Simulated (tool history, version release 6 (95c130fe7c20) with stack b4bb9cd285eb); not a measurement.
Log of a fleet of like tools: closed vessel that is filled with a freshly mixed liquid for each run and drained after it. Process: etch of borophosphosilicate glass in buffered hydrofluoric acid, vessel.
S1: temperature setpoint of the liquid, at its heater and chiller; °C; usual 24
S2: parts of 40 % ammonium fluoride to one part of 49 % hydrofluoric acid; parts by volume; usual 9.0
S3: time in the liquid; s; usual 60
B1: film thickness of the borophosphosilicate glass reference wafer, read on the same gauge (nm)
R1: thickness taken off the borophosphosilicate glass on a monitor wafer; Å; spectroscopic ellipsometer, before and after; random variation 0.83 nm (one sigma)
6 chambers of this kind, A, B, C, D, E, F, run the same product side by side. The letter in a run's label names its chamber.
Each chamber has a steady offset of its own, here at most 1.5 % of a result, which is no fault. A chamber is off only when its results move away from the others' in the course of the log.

run    day  S1    S2  S3      B1       R1
 1C  0.162  24   9.0  60  110.01  1134.10
 2D  0.383  24   9.0  60  110.02  1129.10
 3E  0.654  24   9.0  60  110.00  1151.20
 4B  0.933  24   9.0  60  110.05  1126.40
 5A  1.167  24   9.0  60  110.00  1121.10
 6F  1.321  24   9.0  60  110.01  1109.60
 7E  1.496  24   9.0  60  109.97  1155.20
 8C  1.629  24   9.0  60  110.02  1114.40
 9F  1.825  24   9.0  60  110.02  1113.70
10D  2.042  24   9.0  60  110.01  1122.20
11B  2.283  24   9.0  60  110.02  1111.20
12A  2.492  24   9.0  60  109.98  1139.10
13A  2.696  24   9.0  60  110.01  1123.90
14C  2.825  24   9.0  60  109.99  1123.90
15F  3.092  24   9.0  60  110.01  1106.50
16B  3.242  24   9.0  60  109.98  1099.30
17E  3.362  24   9.0  60  110.07  1146.30
18D  3.554  24   9.0  60  109.97  1123.00
19A  3.767  24   9.0  60  109.98  1126.00
     3.917  -- chamber B: thermometer replaced
20F  3.996  24   9.0  60  110.08  1106.60
21E  4.262  24   9.0  60  110.02  1145.60
22B  4.546  24   9.0  60  110.00  1088.80
23D  4.804  24   9.0  60  110.04  1126.70
24C  5.083  24   9.0  60  109.93  1153.50
25B  5.258  24  10.5  90  110.00  1449.50
26F  5.471  24  10.5  90  110.01  1489.90
27A  5.738  24  10.5  90  110.04  1522.70
28D  6.008  24  10.5  90  110.00  1505.50
29E  6.150  24  10.5  90  110.03  1514.80
     6.283  -- chamber E: hydrofluoric acid flow meter replaced
30C  6.412  24  10.5  90  109.96  1505.80
31F  6.658  24   9.0  60  110.00  1111.80
32D  6.825  24   9.0  60  109.99  1131.70
33C  6.992  24   9.0  60  110.04  1125.20
34A  7.267  24  11.0  45  110.00   713.63
35B  7.438  24  11.0  45  110.01   679.72
36E  7.575  24  11.0  45  110.01   733.75
37F  7.783  24  11.0  45  109.99   714.79
38E  7.979  24  11.0  45  110.00   717.78
39C  8.104  24  11.0  45  109.94   723.65

Next, every chamber runs the same settings. What will each give?
40A  8.308  24  9.0  60       ?
40B  8.308  24  9.0  60       ?
40C  8.308  24  9.0  60       ?
40D  8.308  24  9.0  60       ?
40E  8.308  24  9.0  60       ?
40F  8.308  24  9.0  60       ?

run       R1
40A  1129.20
40B  1093.30
40C  1130.10
40D  1120.60
40E  1133.60
40F  1115.40
